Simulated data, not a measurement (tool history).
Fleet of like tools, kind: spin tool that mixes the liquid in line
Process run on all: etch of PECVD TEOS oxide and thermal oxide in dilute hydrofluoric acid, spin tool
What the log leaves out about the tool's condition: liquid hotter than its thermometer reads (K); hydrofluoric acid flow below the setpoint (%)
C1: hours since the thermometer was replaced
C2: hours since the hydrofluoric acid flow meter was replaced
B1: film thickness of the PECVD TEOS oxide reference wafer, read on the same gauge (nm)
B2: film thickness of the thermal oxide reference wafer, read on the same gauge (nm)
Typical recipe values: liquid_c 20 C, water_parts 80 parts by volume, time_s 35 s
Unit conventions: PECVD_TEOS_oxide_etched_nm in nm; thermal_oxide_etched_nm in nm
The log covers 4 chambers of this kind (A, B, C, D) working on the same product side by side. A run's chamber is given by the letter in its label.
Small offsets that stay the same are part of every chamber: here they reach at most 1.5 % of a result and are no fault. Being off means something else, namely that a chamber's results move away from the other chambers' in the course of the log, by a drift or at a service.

{"run": "1D", "day": 0.262, "liquid_c": 20, "water_parts": 80, "time_s": 35, "C1": 88.9, "C2": 2020.6, "B1": 110.02, "B2": 89.987, "PECVD_TEOS_oxide_etched_nm": 5.9546, "thermal_oxide_etched_nm": 1.8416}
{"run": "2A", "day": 0.421, "liquid_c": 20, "water_parts": 80, "time_s": 35, "C1": 1717.4, "C2": 1639, "B1": 109.99, "B2": 90.019, "PECVD_TEOS_oxide_etched_nm": 5.9907, "thermal_oxide_etched_nm": 1.8973}
{"run": "3B", "day": 0.767, "liquid_c": 20, "water_parts": 80, "time_s": 35, "C1": 454, "C2": 938.9, "B1": 110, "B2": 90.001, "PECVD_TEOS_oxide_etched_nm": 5.9557, "thermal_oxide_etched_nm": 1.8558}
{"run": "4C", "day": 1.071, "liquid_c": 20, "water_parts": 80, "time_s": 35, "C1": 179.4, "C2": 259, "B1": 110, "B2": 89.969, "PECVD_TEOS_oxide_etched_nm": 5.9421, "thermal_oxide_etched_nm": 1.8791}
{"run": "5B", "day": 1.412, "liquid_c": 20, "water_parts": 80, "time_s": 35, "C1": 469.5, "C2": 954.4, "B1": 110.01, "B2": 90.018, "PECVD_TEOS_oxide_etched_nm": 6.0005, "thermal_oxide_etched_nm": 1.8339}
{"run": "6C", "day": 1.738, "liquid_c": 20, "water_parts": 80, "time_s": 35, "C1": 195.4, "C2": 275, "B1": 110.02, "B2": 89.983, "PECVD_TEOS_oxide_etched_nm": 5.8746, "thermal_oxide_etched_nm": 1.8668}
{"run": "7D", "day": 2.054, "liquid_c": 20, "water_parts": 80, "time_s": 35, "C1": 131.9, "C2": 2063.6, "B1": 109.99, "B2": 89.962, "PECVD_TEOS_oxide_etched_nm": 6.01, "thermal_oxide_etched_nm": 1.8967}
{"run": "8A", "day": 2.242, "liquid_c": 20, "water_parts": 80, "time_s": 35, "C1": 1761.1, "C2": 1682.7, "B1": 109.99, "B2": 89.996, "PECVD_TEOS_oxide_etched_nm": 6.0489, "thermal_oxide_etched_nm": 1.8872}
{"run": "9C", "day": 2.508, "liquid_c": 20, "water_parts": 80, "time_s": 35, "C1": 213.9, "C2": 293.5, "B1": 109.99, "B2": 90.006, "PECVD_TEOS_oxide_etched_nm": 5.8991, "thermal_oxide_etched_nm": 1.8906}
{"run": "10A", "day": 2.704, "liquid_c": 20, "water_parts": 80, "time_s": 35, "C1": 1772.2, "C2": 1693.8, "B1": 110, "B2": 90.001, "PECVD_TEOS_oxide_etched_nm": 6.027, "thermal_oxide_etched_nm": 1.8648}
{"run": "11B", "day": 2.921, "liquid_c": 20, "water_parts": 80, "time_s": 35, "C1": 505.7, "C2": 990.6, "B1": 110.01, "B2": 89.986, "PECVD_TEOS_oxide_etched_nm": 6.0044, "thermal_oxide_etched_nm": 1.8684}
{"run": "12D", "day": 3.267, "liquid_c": 20, "water_parts": 80, "time_s": 25, "C1": 161, "C2": 2092.7, "B1": 109.99, "B2": 89.985, "PECVD_TEOS_oxide_etched_nm": 4.2439, "thermal_oxide_etched_nm": 1.2985}
{"run": "13B", "day": 3.554, "liquid_c": 20, "water_parts": 80, "time_s": 25, "C1": 520.9, "C2": 1005.8, "B1": 109.99, "B2": 89.983, "PECVD_TEOS_oxide_etched_nm": 4.2955, "thermal_oxide_etched_nm": 1.3389}
{"run": "14A", "day": 3.896, "liquid_c": 20, "water_parts": 80, "time_s": 25, "C1": 1800.8, "C2": 1722.4, "B1": 110, "B2": 90.001, "PECVD_TEOS_oxide_etched_nm": 4.2619, "thermal_oxide_etched_nm": 1.3366}
{"run": "15D", "day": 4.238, "liquid_c": 20, "water_parts": 80, "time_s": 25, "C1": 184.3, "C2": 2116, "B1": 109.99, "B2": 90.022, "PECVD_TEOS_oxide_etched_nm": 4.2862, "thermal_oxide_etched_nm": 1.323}
{"run": "16C", "day": 4.558, "liquid_c": 20, "water_parts": 80, "time_s": 15, "C1": 263.1, "C2": 342.7, "B1": 110.01, "B2": 90.007, "PECVD_TEOS_oxide_etched_nm": 2.5624, "thermal_oxide_etched_nm": 0.79403}
{"run": "17A", "day": 4.788, "liquid_c": 20, "water_parts": 80, "time_s": 15, "C1": 1822.2, "C2": 1743.8, "B1": 110.02, "B2": 89.984, "PECVD_TEOS_oxide_etched_nm": 2.5942, "thermal_oxide_etched_nm": 0.7936}
{"run": "18D", "day": 5.05, "liquid_c": 20, "water_parts": 80, "time_s": 15, "C1": 203.8, "C2": 2135.5, "B1": 110, "B2": 89.997, "PECVD_TEOS_oxide_etched_nm": 2.571, "thermal_oxide_etched_nm": 0.79635}
{"run": "19C", "day": 5.262, "liquid_c": 20, "water_parts": 80, "time_s": 15, "C1": 280, "C2": 359.6, "B1": 110, "B2": 90, "PECVD_TEOS_oxide_etched_nm": 2.5211, "thermal_oxide_etched_nm": 0.79299}
{"day": 5.304, "done": "chamber A: thermometer replaced"}
{"run": "20B", "day": 5.417, "liquid_c": 20, "water_parts": 80, "time_s": 35, "C1": 565.6, "C2": 1050.5, "B1": 110.01, "B2": 89.978, "PECVD_TEOS_oxide_etched_nm": 5.9344, "thermal_oxide_etched_nm": 1.8927}
{"run": "21C", "day": 5.633, "liquid_c": 23.5, "water_parts": 50, "time_s": 35, "C1": 288.9, "C2": 368.5, "B1": 110.01, "B2": 90.032, "PECVD_TEOS_oxide_etched_nm": 11.479, "thermal_oxide_etched_nm": 3.5863}
{"run": "22D", "day": 5.925, "liquid_c": 23.5, "water_parts": 50, "time_s": 35, "C1": 224.8, "C2": 2156.5, "B1": 109.99, "B2": 90.009, "PECVD_TEOS_oxide_etched_nm": 11.455, "thermal_oxide_etched_nm": 3.5943}
{"run": "23B", "day": 6.104, "liquid_c": 23.5, "water_parts": 50, "time_s": 35, "C1": 582.1, "C2": 1067, "B1": 109.99, "B2": 90.022, "PECVD_TEOS_oxide_etched_nm": 11.297, "thermal_oxide_etched_nm": 3.4531}
{"run": "24A", "day": 6.383, "liquid_c": 23.5, "water_parts": 50, "time_s": 35, "C1": 25.9, "C2": 1782.1, "B1": 110, "B2": 89.996, "PECVD_TEOS_oxide_etched_nm": 11.669, "thermal_oxide_etched_nm": 3.5927}
{"day": 6.529, "done": "chamber D: hydrofluoric acid flow meter replaced"}
{"run": "25B", "day": 6.662, "liquid_c": 20, "water_parts": 80, "time_s": 35, "C1": 595.5, "C2": 1080.4, "B1": 109.98, "B2": 89.995, "PECVD_TEOS_oxide_etched_nm": 5.9678, "thermal_oxide_etched_nm": 1.8969}
{"run": "26A", "day": 6.942, "liquid_c": 22, "water_parts": 80, "time_s": 50, "C1": 39.3, "C2": 1795.5, "B1": 110, "B2": 89.994, "PECVD_TEOS_oxide_etched_nm": 9.3512, "thermal_oxide_etched_nm": 2.8315}
{"run": "27C", "day": 7.217, "liquid_c": 22, "water_parts": 80, "time_s": 50, "C1": 326.9, "C2": 406.5, "B1": 109.97, "B2": 90.013, "PECVD_TEOS_oxide_etched_nm": 9.2112, "thermal_oxide_etched_nm": 2.9093}
{"run": "28D", "day": 7.521, "liquid_c": 22, "water_parts": 80, "time_s": 50, "C1": 263.1, "C2": 23.8, "B1": 110.01, "B2": 89.984, "PECVD_TEOS_oxide_etched_nm": 9.3689, "thermal_oxide_etched_nm": 2.9478}
{"run": "29A", "day": 7.758, "liquid_c": 22, "water_parts": 80, "time_s": 50, "C1": 58.9, "C2": 1815.1, "B1": 110.03, "B2": 89.987, "PECVD_TEOS_oxide_etched_nm": 9.3504, "thermal_oxide_etched_nm": 2.8747}
{"run": "30C", "day": 7.979, "liquid_c": 20, "water_parts": 80, "time_s": 35, "C1": 345.2, "C2": 424.8, "B1": 110, "B2": 90.016, "PECVD_TEOS_oxide_etched_nm": 5.9438, "thermal_oxide_etched_nm": 1.9373}
{"run": "31B", "day": 8.179, "liquid_c": 20, "water_parts": 80, "time_s": 35, "C1": 631.9, "C2": 1116.8, "B1": 110.01, "B2": 89.995, "PECVD_TEOS_oxide_etched_nm": 5.9677, "thermal_oxide_etched_nm": 1.898}
{"run": "32D", "day": 8.333, "liquid_c": 20, "water_parts": 80, "time_s": 35, "C1": 282.6, "C2": 43.3, "B1": 110.01, "B2": 89.974, "PECVD_TEOS_oxide_etched_nm": 6.0089, "thermal_oxide_etched_nm": 1.8412}
{"run": "33D", "day": 8.529, "liquid_c": 20, "water_parts": 80, "time_s": 35, "C1": 287.3, "C2": 48, "B1": 110, "B2": 89.993, "PECVD_TEOS_oxide_etched_nm": 5.9666, "thermal_oxide_etched_nm": 1.8883}
{"run": "34C", "day": 8.85, "liquid_c": 20, "water_parts": 80, "time_s": 35, "C1": 366.1, "C2": 445.7, "B1": 110.01, "B2": 90.018, "PECVD_TEOS_oxide_etched_nm": 5.9853, "thermal_oxide_etched_nm": 1.8551}
{"run": "35A", "day": 9.138, "liquid_c": 20, "water_parts": 80, "time_s": 35, "C1": 92, "C2": 1848.2, "B1": 110, "B2": 89.963, "PECVD_TEOS_oxide_etched_nm": 6.0467, "thermal_oxide_etched_nm": 1.865}
{"run": "36B", "day": 9.446, "liquid_c": 20, "water_parts": 80, "time_s": 35, "C1": 662.3, "C2": 1147.2, "B1": 109.99, "B2": 90.015, "PECVD_TEOS_oxide_etched_nm": 5.9471, "thermal_oxide_etched_nm": 1.8309}
{"run": "37C", "day": 9.754, "liquid_c": 20, "water_parts": 80, "time_s": 35, "C1": 387.8, "C2": 467.4, "B1": 110.01, "B2": 90.004, "PECVD_TEOS_oxide_etched_nm": 5.9536, "thermal_oxide_etched_nm": 1.8622}

Is one chamber out of step, is the gauge drifting, or do the chambers differ by no more than their own small offsets? For an off chamber, give its letter and the likeliest cause.

All chambers stay in line apart from their small fixed offsets, and the gauge does not drift.
